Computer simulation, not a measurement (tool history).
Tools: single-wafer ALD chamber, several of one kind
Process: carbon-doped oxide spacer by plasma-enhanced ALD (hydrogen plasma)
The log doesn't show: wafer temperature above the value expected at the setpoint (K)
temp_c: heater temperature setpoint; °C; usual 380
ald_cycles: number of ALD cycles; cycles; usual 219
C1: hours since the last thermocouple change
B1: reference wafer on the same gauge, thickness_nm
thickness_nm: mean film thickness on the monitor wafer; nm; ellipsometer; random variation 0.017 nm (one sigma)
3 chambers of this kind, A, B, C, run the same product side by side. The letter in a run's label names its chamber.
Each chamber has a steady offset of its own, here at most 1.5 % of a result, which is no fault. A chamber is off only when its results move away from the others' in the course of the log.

Run 1C, hour 11.3: usual settings; C1 234.2; B1 12.608. Result: thickness_nm 11.08 nm.
Run 2B, hour 21.6: usual settings; C1 1431.3; B1 12.61. Result: thickness_nm 10.985 nm.
Run 3A, hour 34: usual settings; C1 1397.5; B1 12.612. Result: thickness_nm 10.966 nm.
Run 4C, hour 42.6: usual settings; C1 265.5; B1 12.615. Result: thickness_nm 11.105 nm.
Run 5A, hour 48.8: usual settings; C1 1412.3; B1 12.616. Result: thickness_nm 10.988 nm.
Run 6B, hour 54.3: usual settings; C1 1464; B1 12.621. Result: thickness_nm 10.995 nm.
Run 7B, hour 65.6: usual settings; C1 1475.3; B1 12.619. Result: thickness_nm 11.001 nm.
Run 8A, hour 72.8: usual settings; C1 1436.3; B1 12.628. Result: thickness_nm 10.999 nm.
Run 9C, hour 81.9: usual settings; C1 304.8; B1 12.625. Result: thickness_nm 11.102 nm.
Run 10C, hour 87.8: usual settings; C1 310.7; B1 12.633. Result: thickness_nm 11.086 nm.
Run 11B, hour 95.9: usual settings; C1 1505.6; B1 12.637. Result: thickness_nm 10.984 nm.
Run 12A, hour 107.5: usual settings but temp_c 368 °C, ald_cycles 186 cycles; C1 1471; B1 12.642. Result: thickness_nm 9.3429 nm.
Run 13B, hour 115.7: usual settings but temp_c 368 °C, ald_cycles 186 cycles; C1 1525.4; B1 12.642. Result: thickness_nm 9.3598 nm.
Run 14C, hour 124.9: usual settings but temp_c 368 °C, ald_cycles 186 cycles; C1 347.8; B1 12.647. Result: thickness_nm 9.449 nm.
Run 15A, hour 134.5: usual settings; C1 1498; B1 12.65. Result: thickness_nm 11.036 nm.
Run 16A, hour 140.9: usual settings; C1 1504.4; B1 12.65. Result: thickness_nm 11.026 nm.
Run 17C, hour 148.6: usual settings; C1 371.5; B1 12.652. Result: thickness_nm 11.111 nm.
Run 18B, hour 159.6: usual settings; C1 1569.3; B1 12.66. Result: thickness_nm 11.02 nm.
Run 19B, hour 169.4: usual settings; C1 1579.1; B1 12.657. Result: thickness_nm 11.038 nm.
Run 20C, hour 178.6: usual settings but temp_c 366 °C, ald_cycles 251 cycles; C1 401.5; B1 12.66. Result: thickness_nm 12.765 nm.
Run 21A, hour 184.3: usual settings but temp_c 366 °C, ald_cycles 251 cycles; C1 1547.8; B1 12.662. Result: thickness_nm 12.657 nm.
Run 22C, hour 190.4: usual settings but temp_c 366 °C, ald_cycles 251 cycles; C1 413.3; B1 12.663. Result: thickness_nm 12.756 nm.
Run 23B, hour 197.9: usual settings; C1 1607.6; B1 12.669. Result: thickness_nm 11.023 nm.
Run 24A, hour 203.6: usual settings; C1 1567.1; B1 12.67. Result: thickness_nm 11.06 nm.
Run 25A, hour 214.3: usual settings; C1 1577.8; B1 12.674. Result: thickness_nm 11.051 nm.
Run 26C, hour 220.9: usual settings; C1 443.8; B1 12.679. Result: thickness_nm 11.13 nm.
Run 27B, hour 229.6: usual settings; C1 1639.3; B1 12.682. Result: thickness_nm 11.045 nm.

All 3 chambers run these settings next. Forecast each chamber's results:
Run 28A, hour 238.7: usual settings but temp_c 371 °C. Result: thickness_nm ?.
Run 28B, hour 238.7: usual settings but temp_c 371 °C. Result: thickness_nm ?.
Run 28C, hour 238.7: usual settings but temp_c 371 °C. Result: thickness_nm ?.

run  thickness_nm
28A        11.031
28B        11.038
28C        11.159
